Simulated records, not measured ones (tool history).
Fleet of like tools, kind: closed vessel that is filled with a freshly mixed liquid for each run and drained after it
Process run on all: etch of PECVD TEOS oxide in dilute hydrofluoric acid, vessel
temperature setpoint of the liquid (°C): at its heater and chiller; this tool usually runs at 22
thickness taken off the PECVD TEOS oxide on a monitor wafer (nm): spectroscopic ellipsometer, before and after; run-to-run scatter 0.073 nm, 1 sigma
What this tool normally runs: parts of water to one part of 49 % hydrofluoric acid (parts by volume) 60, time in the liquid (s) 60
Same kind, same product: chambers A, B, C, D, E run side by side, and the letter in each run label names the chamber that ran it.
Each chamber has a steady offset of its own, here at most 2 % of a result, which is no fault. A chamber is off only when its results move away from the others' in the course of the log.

run,hour,temperature setpoint of the liquid (°C),parts of water to one part of 49 % hydrofluoric acid (parts by volume),time in the liquid (s),"read-back film thickness of the PECVD TEOS oxide reference wafer, read on the same gauge (nm)",thickness taken off the PECVD TEOS oxide on a monitor wafer (nm)
1E,9,22,60,60,120.01,12.103
2B,18.5,22,60,60,120,12.306
3D,28.9,22,60,60,119.98,12.21
4C,40.4,22,60,60,119.98,12.169
5A,50.4,22,60,60,119.99,12.056
6A,58,22,60,60,119.98,12.048
7D,68.5,22,60,60,120,12.391
8C,73.8,22,60,60,120,12.125
9B,79.6,22,60,60,120.02,12.422
10E,89.3,22,60,60,120.02,12.134
11C,99.4,22,60,60,120.01,12.015
12A,111.5,22,60,60,120.01,11.995
13D,119.3,22,60,60,120.01,12.329
14E,125.1,25,60,60,120.01,13.779
15B,132.8,25,60,60,119.99,14.03
16D,142.2,25,60,60,120.02,14.009
17E,147.8,25,60,60,120.01,13.826
18A,155.1,25,60,60,120.01,13.617
19B,161.4,22,60,60,120,12.468
20C,170.8,22,60,60,119.98,11.793
21B,180.3,22,60,60,119.99,12.448
22D,185.6,22,60,60,120,12.41
23E,191.8,22,60,60,120,12.266
24C,198.9,22,60,60,120,11.785
25A,205.4,22,60,60,120,12.029
26C,215.2,22,60,60,120.02,11.808
27A,227.1,22,60,60,119.99,11.962
28B,236.3,22,60,60,119.97,12.321
29E,245.6,22,60,60,120,12.149
30D,256.4,22,60,60,120.02,12.413
31D,267.6,22,60,60,120,12.349
32A,276,22,60,60,120,11.955

One chamber off, gauge drift, or nothing amiss beyond the chambers' own small offsets? If it is a chamber, which one, and what is the likeliest cause?

It is chamber C that slowly wanders off from its peers.
Cause: liquid colder than its thermometer reads (K) = 1.24.
Not necessarily distinguishable in this log from: hydrofluoric acid flow below the setpoint (%).

Below are 4 candidate recipes for chamber C's next run, each the usual settings with a change, their results shown as question marks. Which of them brings C's results back in line with what the other chambers give on the usual settings?
In-line tolerance around the mean of the other chambers on the usual settings: thickness taken off the PECVD TEOS oxide on a monitor wafer (nm) 0.26
33C-1,284.8,22.5,60,60,,?
33C-2,284.8,20.5,60,60,,?
33C-3,284.8,23.5,60,60,,?
33C-4,284.8,21.5,60,60,,?

The other chambers' mean on the usual settings: thickness taken off the PECVD TEOS oxide on a monitor wafer (nm) 12.241
run,thickness taken off the PECVD TEOS oxide on a monitor wafer (nm)
33C-1,11.832
33C-2,10.89
33C-3,12.324
33C-4,11.351
The answer is 33C-3, which returns the chamber to within the allowed miss of the others.
